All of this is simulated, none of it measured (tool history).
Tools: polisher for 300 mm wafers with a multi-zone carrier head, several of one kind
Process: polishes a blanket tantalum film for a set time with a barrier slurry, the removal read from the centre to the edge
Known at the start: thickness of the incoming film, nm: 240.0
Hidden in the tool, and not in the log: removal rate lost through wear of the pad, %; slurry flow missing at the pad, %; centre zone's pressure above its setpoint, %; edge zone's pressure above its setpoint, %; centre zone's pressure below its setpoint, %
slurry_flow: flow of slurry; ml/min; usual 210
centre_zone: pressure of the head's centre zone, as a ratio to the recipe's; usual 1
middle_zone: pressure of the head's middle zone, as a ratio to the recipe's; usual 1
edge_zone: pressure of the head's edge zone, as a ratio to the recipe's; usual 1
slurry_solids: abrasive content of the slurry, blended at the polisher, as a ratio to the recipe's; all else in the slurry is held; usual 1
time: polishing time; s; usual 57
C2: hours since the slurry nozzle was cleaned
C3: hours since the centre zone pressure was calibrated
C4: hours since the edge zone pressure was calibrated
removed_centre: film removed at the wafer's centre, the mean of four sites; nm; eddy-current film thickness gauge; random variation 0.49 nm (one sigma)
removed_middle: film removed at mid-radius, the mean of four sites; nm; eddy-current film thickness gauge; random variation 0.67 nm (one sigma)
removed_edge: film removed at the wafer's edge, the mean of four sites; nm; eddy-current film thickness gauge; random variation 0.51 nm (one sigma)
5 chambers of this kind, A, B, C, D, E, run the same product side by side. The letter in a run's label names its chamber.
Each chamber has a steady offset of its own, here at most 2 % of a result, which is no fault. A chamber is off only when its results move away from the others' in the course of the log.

run 1A hour=2.3 | slurry_flow=210 centre_zone=1 middle_zone=1 edge_zone=1 slurry_solids=1 time=57 | wafers_polished_on_this_pad=470 C2=277.5 C3=884.6 C4=250.4 | removed_centre=73.802 removed_middle=73.483 removed_edge=73.766
-- hour=5.2 chamber B: slurry nozzle cleaned
run 2C hour=6.1 | slurry_flow=210 centre_zone=1 middle_zone=1 edge_zone=1 slurry_solids=1 time=57 | wafers_polished_on_this_pad=469 C2=92.8 C3=1172 C4=314 | removed_centre=73.51 removed_middle=73.766 removed_edge=73.046
run 3E hour=8.8 | slurry_flow=210 centre_zone=1 middle_zone=1 edge_zone=1 slurry_solids=1 time=57 | wafers_polished_on_this_pad=481 C2=52.1 C3=50.2 C4=29.1 | removed_centre=73.247 removed_middle=74.119 removed_edge=73.229
run 4D hour=11.9 | slurry_flow=210 centre_zone=1 middle_zone=1 edge_zone=1 slurry_solids=1 time=57 | wafers_polished_on_this_pad=715 C2=352 C3=709.6 C4=562.6 | removed_centre=73.521 removed_middle=73.138 removed_edge=73.89
run 5B hour=14.8 | slurry_flow=210 centre_zone=1 middle_zone=1 edge_zone=1 slurry_solids=1 time=57 | wafers_polished_on_this_pad=700 C2=9.6 C3=1065.8 C4=471 | removed_centre=73.082 removed_middle=74.804 removed_edge=73.431
run 6C hour=19.4 | slurry_flow=210 centre_zone=1 middle_zone=1 edge_zone=1 slurry_solids=1 time=57 | wafers_polished_on_this_pad=576 C2=106.1 C3=1185.3 C4=327.3 | removed_centre=73.823 removed_middle=74.39 removed_edge=73.119
run 7A hour=23 | slurry_flow=210 centre_zone=1 middle_zone=1 edge_zone=1 slurry_solids=1 time=57 | wafers_polished_on_this_pad=637 C2=298.2 C3=905.3 C4=271.1 | removed_centre=73.809 removed_middle=74.452 removed_edge=73.851
run 8B hour=25.5 | slurry_flow=210 centre_zone=1 middle_zone=1 edge_zone=1 slurry_solids=1 time=57 | wafers_polished_on_this_pad=786 C2=20.3 C3=1076.5 C4=481.7 | removed_centre=73.83 removed_middle=74.936 removed_edge=73.842
run 9D hour=29.3 | slurry_flow=210 centre_zone=1 middle_zone=1 edge_zone=1 slurry_solids=1 time=57 | wafers_polished_on_this_pad=856 C2=369.4 C3=727 C4=580 | removed_centre=73.806 removed_middle=74.532 removed_edge=73.652
-- hour=31.6 chamber E: worn pad replaced by a new one
run 10E hour=34.3 | slurry_flow=210 centre_zone=1 middle_zone=1 edge_zone=1.1 slurry_solids=1 time=57 | wafers_polished_on_this_pad=21 C2=77.6 C3=75.7 C4=54.6 | removed_centre=73.364 removed_middle=72.96 removed_edge=78.129
-- hour=37.3 chamber B: worn pad replaced by a new one
run 11A hour=38.1 | slurry_flow=210 centre_zone=1 middle_zone=1 edge_zone=1.1 slurry_solids=1 time=57 | wafers_polished_on_this_pad=759 C2=313.3 C3=920.4 C4=286.2 | removed_centre=73.87 removed_middle=73.305 removed_edge=76.855
run 12E hour=41.8 | slurry_flow=210 centre_zone=1 middle_zone=1 edge_zone=1.1 slurry_solids=1 time=57 | wafers_polished_on_this_pad=82 C2=85.1 C3=83.2 C4=62.1 | removed_centre=73.788 removed_middle=72.469 removed_edge=77.142
run 13C hour=45.8 | slurry_flow=210 centre_zone=1 middle_zone=1 edge_zone=1.1 slurry_solids=1 time=57 | wafers_polished_on_this_pad=789 C2=132.5 C3=1211.7 C4=353.7 | removed_centre=74.512 removed_middle=74.303 removed_edge=76.582
run 14D hour=50.6 | slurry_flow=210 centre_zone=1 middle_zone=1 edge_zone=1.1 slurry_solids=1 time=57 | wafers_polished_on_this_pad=1027 C2=390.7 C3=748.3 C4=601.3 | removed_centre=73.499 removed_middle=73.322 removed_edge=77.376
run 15B hour=53.2 | slurry_flow=210 centre_zone=1 middle_zone=1 edge_zone=1 slurry_solids=1 time=57 | wafers_polished_on_this_pad=129 C2=48 C3=1104.2 C4=509.4 | removed_centre=72.88 removed_middle=74.494 removed_edge=73.837
-- hour=54.6 chamber D: centre zone pressure recalibrated
run 16D hour=56.9 | slurry_flow=210 centre_zone=1 middle_zone=1 edge_zone=1 slurry_solids=1 time=57 | wafers_polished_on_this_pad=1078 C2=397 C3=2.4 C4=607.6 | removed_centre=68.096 removed_middle=73.766 removed_edge=74.539
run 17B hour=59.2 | slurry_flow=210 centre_zone=1 middle_zone=0.95 edge_zone=1 slurry_solids=1 time=57 | wafers_polished_on_this_pad=177 C2=54 C3=1110.2 C4=515.4 | removed_centre=73.142 removed_middle=71.786 removed_edge=74.251
run 18C hour=63.2 | slurry_flow=210 centre_zone=1 middle_zone=0.95 edge_zone=1 slurry_solids=1 time=57 | wafers_polished_on_this_pad=930 C2=149.9 C3=1229.1 C4=371.1 | removed_centre=73.842 removed_middle=71.152 removed_edge=72.467
run 19E hour=65.7 | slurry_flow=210 centre_zone=1 middle_zone=0.95 edge_zone=1 slurry_solids=1 time=57 | wafers_polished_on_this_pad=275 C2=109 C3=107.1 C4=86 | removed_centre=73.94 removed_middle=70.436 removed_edge=73.156
run 20A hour=69.9 | slurry_flow=210 centre_zone=1 middle_zone=0.95 edge_zone=1 slurry_solids=1 time=57 | wafers_polished_on_this_pad=1016 C2=345.1 C3=952.2 C4=318 | removed_centre=73.758 removed_middle=70.818 removed_edge=73.96
run 21B hour=74.8 | slurry_flow=210 centre_zone=1 middle_zone=0.95 edge_zone=1 slurry_solids=1 time=57 | wafers_polished_on_this_pad=303 C2=69.6 C3=1125.8 C4=531 | removed_centre=72.791 removed_middle=72.277 removed_edge=73.658
run 22C hour=78 | slurry_flow=210 centre_zone=1 middle_zone=1 edge_zone=1 slurry_solids=0.7 time=48 | wafers_polished_on_this_pad=1049 C2=164.7 C3=1243.9 C4=385.9 | removed_centre=55.632 removed_middle=55.815 removed_edge=54.417
run 23D hour=82.1 | slurry_flow=210 centre_zone=1 middle_zone=1 edge_zone=1 slurry_solids=0.7 time=48 | wafers_polished_on_this_pad=1282 C2=422.2 C3=27.6 C4=632.8 | removed_centre=51.282 removed_middle=55.613 removed_edge=55.255
-- hour=83.4 chamber C: worn pad replaced by a new one
-- hour=84.5 chamber D: worn pad replaced by a new one
run 24A hour=84.8 | slurry_flow=210 centre_zone=1 middle_zone=1 edge_zone=1 slurry_solids=0.7 time=48 | wafers_polished_on_this_pad=1136 C2=360 C3=967.1 C4=332.9 | removed_centre=55.025 removed_middle=55.798 removed_edge=55.407
-- hour=85.6 chamber A: worn pad replaced by a new one
run 25E hour=87.2 | slurry_flow=210 centre_zone=1 middle_zone=1 edge_zone=1 slurry_solids=0.7 time=48 | wafers_polished_on_this_pad=448 C2=130.5 C3=128.6 C4=107.5 | removed_centre=54.839 removed_middle=54.77 removed_edge=54.595
run 26C hour=91.8 | slurry_flow=210 centre_zone=1 middle_zone=1 edge_zone=1 slurry_solids=0.7 time=48 | wafers_polished_on_this_pad=68 C2=178.5 C3=1257.7 C4=399.7 | removed_centre=55.523 removed_middle=55.404 removed_edge=54.47
run 27D hour=94.5 | slurry_flow=210 centre_zone=1 middle_zone=1 edge_zone=1 slurry_solids=1 time=57 | wafers_polished_on_this_pad=80 C2=434.6 C3=40 C4=645.2 | removed_centre=68.506 removed_middle=73.547 removed_edge=73.984
run 28B hour=98.4 | slurry_flow=210 centre_zone=1 middle_zone=1 edge_zone=1 slurry_solids=1 time=57 | wafers_polished_on_this_pad=493 C2=93.2 C3=1149.4 C4=554.6 | removed_centre=73.737 removed_middle=74.243 removed_edge=74.207
-- hour=99 chamber E: worn pad replaced by a new one
run 29A hour=103.3 | slurry_flow=210 centre_zone=1 middle_zone=1 edge_zone=1 slurry_solids=1 time=57 | wafers_polished_on_this_pad=143 C2=378.5 C3=985.6 C4=351.4 | removed_centre=73.277 removed_middle=73.572 removed_edge=74.251
run 30E hour=108 | slurry_flow=210 centre_zone=1 middle_zone=1 edge_zone=1 slurry_solids=1 time=57 | wafers_polished_on_this_pad=73 C2=151.3 C3=149.4 C4=128.3 | removed_centre=74.235 removed_middle=72.294 removed_edge=73.807
run 31D hour=110.3 | slurry_flow=210 centre_zone=1 middle_zone=1 edge_zone=1 slurry_solids=1 time=57 | wafers_polished_on_this_pad=208 C2=450.4 C3=55.8 C4=661 | removed_centre=67.768 removed_middle=73.996 removed_edge=73.542
run 32C hour=113.9 | slurry_flow=210 centre_zone=0.95 middle_zone=1 edge_zone=1 slurry_solids=0.8 time=57 | wafers_polished_on_this_pad=246 C2=200.6 C3=1279.8 C4=421.8 | removed_centre=66.231 removed_middle=69.439 removed_edge=67.777
run 33A hour=116.4 | slurry_flow=210 centre_zone=0.95 middle_zone=1 edge_zone=1 slurry_solids=0.8 time=57 | wafers_polished_on_this_pad=248 C2=391.6 C3=998.7 C4=364.5 | removed_centre=65.001 removed_middle=69.131 removed_edge=69.274
run 34B hour=118.7 | slurry_flow=210 centre_zone=0.95 middle_zone=1 edge_zone=1 slurry_solids=0.8 time=57 | wafers_polished_on_this_pad=657 C2=113.5 C3=1169.7 C4=574.9 | removed_centre=64.119 removed_middle=69.261 removed_edge=69.239
run 35E hour=121.7 | slurry_flow=210 centre_zone=0.95 middle_zone=1 edge_zone=1 slurry_solids=0.8 time=57 | wafers_polished_on_this_pad=183 C2=165 C3=163.1 C4=142 | removed_centre=64.834 removed_middle=67.755 removed_edge=68.59
run 36A hour=123.9 | slurry_flow=210 centre_zone=0.95 middle_zone=1 edge_zone=1 slurry_solids=0.8 time=57 | wafers_polished_on_this_pad=309 C2=399.1 C3=1006.2 C4=372 | removed_centre=65.016 removed_middle=69.569 removed_edge=69.718
run 37D hour=128.6 | slurry_flow=210 centre_zone=1 middle_zone=1 edge_zone=1 slurry_solids=1 time=57 | wafers_polished_on_this_pad=355 C2=468.7 C3=74.1 C4=679.3 | removed_centre=68.828 removed_middle=74.783 removed_edge=72.705
run 38C hour=132.3 | slurry_flow=210 centre_zone=1 middle_zone=1 edge_zone=1 slurry_solids=1 time=57 | wafers_polished_on_this_pad=395 C2=219 C3=1298.2 C4=440.2 | removed_centre=74.694 removed_middle=74.49 removed_edge=73.523

Next, every chamber runs the same settings. What will each give?
run 39A hour=135.9 | slurry_flow=210 centre_zone=1 middle_zone=1 edge_zone=1 slurry_solids=1 time=57 | removed_centre=? removed_middle=? removed_edge=?
run 39B hour=135.9 | slurry_flow=210 centre_zone=1 middle_zone=1 edge_zone=1 slurry_solids=1 time=57 | removed_centre=? removed_middle=? removed_edge=?
run 39C hour=135.9 | slurry_flow=210 centre_zone=1 middle_zone=1 edge_zone=1 slurry_solids=1 time=57 | removed_centre=? removed_middle=? removed_edge=?
run 39D hour=135.9 | slurry_flow=210 centre_zone=1 middle_zone=1 edge_zone=1 slurry_solids=1 time=57 | removed_centre=? removed_middle=? removed_edge=?
run 39E hour=135.9 | slurry_flow=210 centre_zone=1 middle_zone=1 edge_zone=1 slurry_solids=1 time=57 | removed_centre=? removed_middle=? removed_edge=?

run=39A removed_centre=74.795 removed_middle=74.438 removed_edge=74.587
run=39B removed_centre=73.463 removed_middle=74.744 removed_edge=73.675
run=39C removed_centre=73.543 removed_middle=73.794 removed_edge=72.487
run=39D removed_centre=68.013 removed_middle=75.042 removed_edge=73.686
run=39E removed_centre=74.212 removed_middle=72.913 removed_edge=74.259
